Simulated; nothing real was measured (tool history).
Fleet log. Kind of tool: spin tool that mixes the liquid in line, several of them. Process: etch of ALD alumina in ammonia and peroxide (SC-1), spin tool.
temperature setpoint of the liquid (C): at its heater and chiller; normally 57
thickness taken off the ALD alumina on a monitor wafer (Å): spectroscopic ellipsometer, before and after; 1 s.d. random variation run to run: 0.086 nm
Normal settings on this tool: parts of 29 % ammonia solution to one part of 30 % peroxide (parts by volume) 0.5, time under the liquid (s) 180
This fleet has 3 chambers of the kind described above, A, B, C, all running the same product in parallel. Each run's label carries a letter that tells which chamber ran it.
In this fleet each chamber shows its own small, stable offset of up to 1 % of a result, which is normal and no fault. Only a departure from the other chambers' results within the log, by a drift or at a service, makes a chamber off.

run     day  temperature setpoint of the liquid (C)  parts of 29 % ammonia solution to one part of 30 % peroxide (parts by volume)  time under the liquid (s)  read-back film thickness of the ALD alumina reference wafer, read on the same gauge (nm)  thickness taken off the ALD alumina on a monitor wafer (Å)
 1A   0.425                                      57                                                                            0.5                        180                                                                                       130                                                      96.194
 2B   0.904                                      57                                                                            0.5                        180                                                                                       130                                                       96.69
 3C   1.371                                      57                                                                            0.5                        180                                                                                    129.99                                                      96.092
 4B   1.746                                      57                                                                            0.5                        180                                                                                    130.01                                                      95.906
 5C   1.971                                      57                                                                            0.5                        180                                                                                    130.01                                                      95.788
 6A   2.462                                      52                                                                            0.5                        290                                                                                       130                                                      119.78
 7A   2.946                                      52                                                                            0.5                        290                                                                                       130                                                       120.6
 8B     3.2                                      52                                                                            0.5                        290                                                                                    130.01                                                      119.02
 9C   3.442                                      57                                                                            0.5                        180                                                                                    129.99                                                      96.844
10A   3.929                                      57                                                                            0.5                        180                                                                                       130                                                      96.497
11C    4.25                                      57                                                                            0.5                        180                                                                                    129.99                                                      97.872
12B   4.638                                      57                                                                            0.5                        180                                                                                    130.01                                                      96.419
      4.671  -- chamber B: new drum of ammonia solution connected
13B   5.029                                      57                                                                            0.5                        180                                                                                    130.01                                                      96.972
14A   5.258                                    60.5                                                                            0.5                        270                                                                                       130                                                      170.15
15C   5.638                                    60.5                                                                            0.5                        270                                                                                    130.01                                                      170.58
16A   5.971                                    60.5                                                                            0.5                        270                                                                                    129.99                                                      169.17
17C   6.238                                      57                                                                           0.65                         90                                                                                    129.99                                                      49.415
18B     6.6                                      57                                                                           0.65                         90                                                                                    130.01                                                      49.132
19A   6.921                                      57                                                                           0.65                         90                                                                                    129.98                                                      47.586
20C   7.212                                      57                                                                            0.5                        180                                                                                    129.98                                                      96.036
21B   7.717                                      57                                                                            0.5                        180                                                                                       130                                                      96.816
22B   7.979                                      57                                                                            0.5                        180                                                                                    130.01                                                      94.636
23C   8.238                                      57                                                                            0.5                        180                                                                                    130.01                                                      97.583
24A   8.562                                      57                                                                            0.5                        180                                                                                       130                                                      92.734
25C   8.958                                      57                                                                            0.5                        180                                                                                    130.01                                                      98.154
26A   9.342                                      57                                                                            0.5                        180                                                                                    130.01                                                      93.129
27B   9.642                                      57                                                                            0.5                        180                                                                                    129.98                                                      96.906
28B  10.083                                      57                                                                            0.5                        180                                                                                    129.99                                                      97.216
29A  10.421                                      57                                                                            0.5                        180                                                                                    129.98                                                      88.486
30C  10.825                                      57                                                                            0.5                        180                                                                                       130                                                      97.602
31A   11.05                                    48.5                                                                            0.5                        220                                                                                       130                                                      69.916
32B  11.333                                    48.5                                                                            0.5                        220                                                                                    129.99                                                      73.984
33C  11.588                                    48.5                                                                            0.5                        220                                                                                    130.02                                                      74.365
34A  12.038                                      57                                                                            0.5                        180                                                                                    129.98                                                      89.404
35B  12.354                                      57                                                                            0.5                        180                                                                                    129.99                                                      96.601
36C  12.658                                      57                                                                            0.5                        180                                                                                    130.02                                                      96.664
37B  12.938                                      57                                                                            0.5                        180                                                                                    129.98                                                      97.862

Decide between three cases: one chamber stands off from its peers, the gauge reading all wafers drifts, or nothing is wrong past each chamber's small offset. Where a chamber is off, say which and what most likely put it there.

One chamber, A, drifts off from the rest bit by bit.
Most likely cause: temperature lost on the way to the wafer (K) = 1.85.
The log may not separate it from: liquid colder than its thermometer reads (K).

Chamber A could run next with any of the 4 candidate recipes listed below; each alters the usual settings, and their results appear as question marks. Which one brings its results back in line with what the other chambers deliver on the usual settings?
Maximum distance from the other chambers' mean on the usual settings for a result to count as in line: thickness taken off the ALD alumina on a monitor wafer (Å) 3
38A-1  13.3                                      57                                                                            0.5                        200                                                                                                                                                     ?
38A-2  13.3                                      57                                                                            0.5                        175                                                                                                                                                     ?
38A-3  13.3                                      57                                                                            0.5                        165                                                                                                                                                     ?
38A-4  13.3                                      57                                                                            0.5                        185                                                                                                                                                     ?

What the other chambers average on the usual settings: thickness taken off the ALD alumina on a monitor wafer (Å) 96.516
  run  thickness taken off the ALD alumina on a monitor wafer (Å)
38A-1                                                      97.402
38A-2                                                      85.227
38A-3                                                      80.357
38A-4                                                      90.097
With 38A-1, the chamber falls back in line with the rest.

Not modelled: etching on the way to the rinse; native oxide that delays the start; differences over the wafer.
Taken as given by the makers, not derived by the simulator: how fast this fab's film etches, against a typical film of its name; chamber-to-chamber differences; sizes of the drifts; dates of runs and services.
